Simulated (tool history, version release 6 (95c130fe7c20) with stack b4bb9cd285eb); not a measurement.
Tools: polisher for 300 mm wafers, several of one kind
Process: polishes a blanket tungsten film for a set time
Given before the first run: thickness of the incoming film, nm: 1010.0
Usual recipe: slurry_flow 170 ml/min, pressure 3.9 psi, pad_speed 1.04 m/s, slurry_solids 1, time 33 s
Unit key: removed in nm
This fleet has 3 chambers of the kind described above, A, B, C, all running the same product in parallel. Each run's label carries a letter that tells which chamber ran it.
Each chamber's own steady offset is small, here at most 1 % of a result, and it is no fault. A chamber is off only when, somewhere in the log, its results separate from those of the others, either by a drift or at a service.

| run | day | slurry_flow | pressure | pad_speed | slurry_solids | time | removed |
|---|---|---|---|---|---|---|---|
|  | 0.317 | chamber A: worn pad replaced by a new one |
|  | 0.375 | chamber A: slurry tank refilled with fresh slurry and peroxide |
|  | 0.442 | chamber B: slurry tank refilled with fresh slurry and peroxide |
| 1B | 0.442 | 170 | 3.9 | 1.04 | 1 | 33 | 160.86 |
|  | 0.704 | chamber C: worn pad replaced by a new one |
| 2C | 0.867 | 170 | 3.9 | 1.04 | 1 | 33 | 161.8 |
|  | 1.117 | chamber B: worn pad replaced by a new one |
| 3A | 1.154 | 170 | 3.9 | 1.04 | 1 | 33 | 167.5 |
| 4C | 1.421 | 170 | 3.9 | 1.04 | 1 | 33 | 165.25 |
|  | 1.592 | chamber A: slurry blender recalibrated |
| 5A | 1.654 | 170 | 3.9 | 1.04 | 1 | 33 | 165.9 |
| 6B | 1.946 | 170 | 3.9 | 1.04 | 1 | 33 | 162.68 |
| 7B | 2.312 | 170 | 3.9 | 1.04 | 1 | 33 | 161.54 |
|  | 2.708 | chamber A: worn pad replaced by a new one |
| 8C | 2.804 | 170 | 3.9 | 1.04 | 1 | 33 | 162.24 |
| 9A | 3.129 | 170 | 3.9 | 1.04 | 1 | 33 | 165.31 |
|  | 3.388 | chamber B: slurry tank refilled with fresh slurry and peroxide |
|  | 3.471 | chamber C: worn pad replaced by a new one |
| 10B | 3.642 | 170 | 3.9 | 1.04 | 1 | 33 | 163.73 |
|  | 3.929 | chamber B: slurry blender recalibrated |
| 11C | 4.104 | 170 | 3.9 | 1.04 | 1 | 33 | 159.69 |
|  | 4.171 | chamber B: worn pad replaced by a new one |
| 12A | 4.517 | 170 | 3.9 | 1.04 | 1 | 33 | 168.5 |
|  | 4.804 | chamber A: worn pad replaced by a new one |
| 13B | 4.938 | 170 | 3.9 | 1.04 | 1 | 33 | 163.35 |
|  | 5.408 | chamber A: slurry tank refilled with fresh slurry and peroxide |
| 14A | 5.425 | 170 | 3.9 | 1.04 | 1 | 33 | 167.2 |
| 15C | 5.783 | 170 | 3.9 | 1.04 | 1 | 33 | 155.79 |
|  | 5.917 | chamber B: slurry nozzle cleaned |
| 16A | 6.054 | 170 | 3.9 | 1.04 | 1 | 33 | 164.01 |
|  | 6.212 | chamber B: slurry tank refilled with fresh slurry and peroxide |
|  | 6.488 | chamber C: worn pad replaced by a new one |
| 17C | 6.55 | 220 | 4.9 | 1.04 | 1 | 33 | 200.87 |
| 18B | 6.821 | 220 | 4.9 | 1.04 | 1 | 33 | 212.48 |
|  | 7.275 | chamber A: worn pad replaced by a new one |
| 19C | 7.304 | 220 | 4.9 | 1.04 | 1 | 33 | 204.76 |
| 20A | 7.546 | 170 | 5.1 | 1.04 | 1.25 | 33 | 230.63 |
| 21B | 7.904 | 170 | 5.1 | 1.04 | 1.25 | 33 | 226.01 |
|  | 7.979 | chamber B: worn pad replaced by a new one |
|  | 8.017 | chamber A: slurry blender recalibrated |
| 22C | 8.446 | 170 | 5.1 | 1.04 | 1.25 | 33 | 212.4 |
| 23B | 8.796 | 170 | 3.9 | 1.04 | 1 | 33 | 162.65 |
| 24A | 9.121 | 170 | 3.9 | 1.04 | 1 | 33 | 166.4 |
|  | 9.267 | chamber C: worn pad replaced by a new one |
| 25A | 9.375 | 170 | 3.9 | 1.22 | 1 | 33 | 196.01 |
| 26C | 9.754 | 170 | 3.9 | 1.22 | 1 | 33 | 174.01 |
|  | 9.833 | chamber B: slurry tank refilled with fresh slurry and peroxide |
|  | 9.912 | chamber A: worn pad replaced by a new one |
| 27B | 10.029 | 170 | 3.9 | 1.22 | 1 | 33 | 193.42 |
| 28B | 10.317 | 170 | 3.9 | 1.04 | 1 | 33 | 162.96 |
|  | 10.579 | chamber A: slurry tank refilled with fresh slurry and peroxide |
| 29A | 10.767 | 170 | 3.9 | 1.04 | 1 | 33 | 164.57 |
|  | 10.804 | chamber C: slurry nozzle cleaned |
| 30C | 11.071 | 215 | 3.9 | 0.86 | 1 | 33 | 124.68 |
| 31A | 11.446 | 215 | 3.9 | 0.86 | 1 | 33 | 140.54 |
| 32C | 11.888 | 215 | 3.9 | 0.86 | 1 | 33 | 124.82 |

Decide between three cases: one chamber stands off from its peers, the gauge reading all wafers drifts, or nothing is wrong past each chamber's small offset. Where a chamber is off, say which and what most likely put it there.

Chamber C drifts away from the others.
Cause: peroxide lost from the slurry, % = 27.3.
Not necessarily distinguishable in this log from: head's pressure below its setpoint, %.

Chamber C could run next with any of the 4 candidate recipes listed below; each alters the usual settings, and their results appear as question marks. Which one brings its results back in line with what the other chambers deliver on the usual settings?
Allowed miss from the other chambers' usual-settings mean, per result, to count as in line: removed 5.3 nm
| 33C-1 | 12.275 | 170 | 3.6 | 1.04 | 1 | 31 | ? |
| 33C-2 | 12.275 | 170 | 3.9 | 1.04 | 1 | 42 | ? |
| 33C-3 | 12.275 | 170 | 3.9 | 0.84 | 0.95 | 33 | ? |
| 33C-4 | 12.275 | 170 | 4.1 | 1.08 | 1 | 35 | ? |

Other chambers, usual settings, mean: removed 164.31 nm
| run | removed |
|---|---|
| 33C-1 | 124.17 |
| 33C-2 | 182.35 |
| 33C-3 | 114.75 |
| 33C-4 | 165.85 |
Change 33C-4 lands the chamber within the allowed miss of the other chambers.

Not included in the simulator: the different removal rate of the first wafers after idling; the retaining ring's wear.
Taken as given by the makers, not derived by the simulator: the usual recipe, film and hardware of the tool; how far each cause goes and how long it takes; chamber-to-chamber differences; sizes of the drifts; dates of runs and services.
